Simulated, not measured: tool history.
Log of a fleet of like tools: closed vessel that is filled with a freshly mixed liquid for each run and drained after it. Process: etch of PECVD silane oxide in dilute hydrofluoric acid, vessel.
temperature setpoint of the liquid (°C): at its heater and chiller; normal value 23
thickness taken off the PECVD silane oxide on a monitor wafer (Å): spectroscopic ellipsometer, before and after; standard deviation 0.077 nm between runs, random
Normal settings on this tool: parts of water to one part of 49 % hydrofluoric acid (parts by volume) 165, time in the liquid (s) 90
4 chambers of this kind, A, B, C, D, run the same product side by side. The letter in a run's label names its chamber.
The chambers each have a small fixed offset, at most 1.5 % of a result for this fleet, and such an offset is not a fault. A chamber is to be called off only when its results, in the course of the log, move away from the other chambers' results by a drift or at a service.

| run | hour | temperature setpoint of the liquid (°C) | parts of water to one part of 49 % hydrofluoric acid (parts by volume) | time in the liquid (s) | read-back film thickness of the PECVD silane oxide reference wafer, read on the same gauge (nm) | thickness taken off the PECVD silane oxide on a monitor wafer (Å) |
|---|---|---|---|---|---|---|
| 1B | 3 | 23 | 165 | 90 | 110.01 | 115.46 |
| 2D | 6.7 | 23 | 165 | 90 | 110 | 113.59 |
| 3C | 12.7 | 23 | 165 | 90 | 110.01 | 114.63 |
| 4A | 16.1 | 23 | 165 | 90 | 109.98 | 113.82 |
| 5A | 18.9 | 23 | 165 | 90 | 110.02 | 113.96 |
| 6B | 23.6 | 23 | 165 | 90 | 109.96 | 114.62 |
| 7D | 28.4 | 23 | 165 | 90 | 110 | 113.71 |
| 8C | 32.6 | 23 | 165 | 90 | 110.04 | 114.81 |
| 9D | 35.5 | 23 | 165 | 90 | 109.99 | 113.5 |
| 10C | 41.2 | 23 | 165 | 90 | 109.99 | 113.81 |
| 11A | 45.1 | 23 | 165 | 90 | 109.97 | 112.06 |
| 12B | 50.6 | 23 | 165 | 90 | 110 | 113.15 |
| 13C | 54.6 | 23 | 165 | 90 | 110.01 | 115.19 |
| 14A | 59 | 23 | 165 | 90 | 109.96 | 112.28 |
| 15D | 62.1 | 23 | 165 | 90 | 109.97 | 113.82 |
| 16B | 64.8 | 25.5 | 195 | 90 | 110.01 | 102.16 |
| 17C | 68.6 | 25.5 | 195 | 90 | 109.94 | 101.99 |
| 18A | 71.8 | 25.5 | 195 | 90 | 110.02 | 101.27 |
| 19D | 76 | 25.5 | 195 | 90 | 109.98 | 100.9 |
| 20B | 79.4 | 23 | 225 | 125 | 109.97 | 108.13 |
| 21D | 83.3 | 23 | 225 | 125 | 110.02 | 106.67 |
| 22B | 88.3 | 23 | 225 | 125 | 110.01 | 109.31 |
| 23C | 91.6 | 23 | 225 | 125 | 110 | 110.04 |
| 24A | 94.4 | 23 | 165 | 90 | 110.01 | 112.88 |
| 25B | 100.5 | 23 | 165 | 90 | 110.04 | 114.22 |
| 26C | 103.3 | 23 | 165 | 90 | 110 | 114.6 |
| 27D | 107.8 | 23 | 195 | 130 | 110.02 | 129.71 |
| 28A | 111.8 | 23 | 195 | 130 | 109.98 | 132.66 |
| 29B | 117.1 | 23 | 195 | 130 | 110 | 135.36 |
| 30D | 119.8 | 23 | 195 | 130 | 110.01 | 127.73 |
| 31C | 125.4 | 23 | 165 | 90 | 109.98 | 114.48 |
| 32A | 128.1 | 23 | 165 | 90 | 109.98 | 111.18 |
| 33B | 132.9 | 23 | 165 | 90 | 110.01 | 114.11 |
| 34A | 136.8 | 23 | 165 | 90 | 110.03 | 112.82 |
| 35C | 141.4 | 23 | 165 | 90 | 109.95 | 114.19 |
| 36D | 145.2 | 23 | 165 | 90 | 110.01 | 105.28 |
| 37C | 149.7 | 23 | 165 | 90 | 110.02 | 114.71 |

Next, every chamber runs the same settings. What will each give?
| 38A | 154.1 | 23 | 165 | 90 |  | ? |
| 38B | 154.1 | 23 | 165 | 90 |  | ? |
| 38C | 154.1 | 23 | 165 | 90 |  | ? |
| 38D | 154.1 | 23 | 165 | 90 |  | ? |

| run | thickness taken off the PECVD silane oxide on a monitor wafer (Å) |
|---|---|
| 38A | 112 |
| 38B | 115.02 |
| 38C | 115.32 |
| 38D | 105.43 |

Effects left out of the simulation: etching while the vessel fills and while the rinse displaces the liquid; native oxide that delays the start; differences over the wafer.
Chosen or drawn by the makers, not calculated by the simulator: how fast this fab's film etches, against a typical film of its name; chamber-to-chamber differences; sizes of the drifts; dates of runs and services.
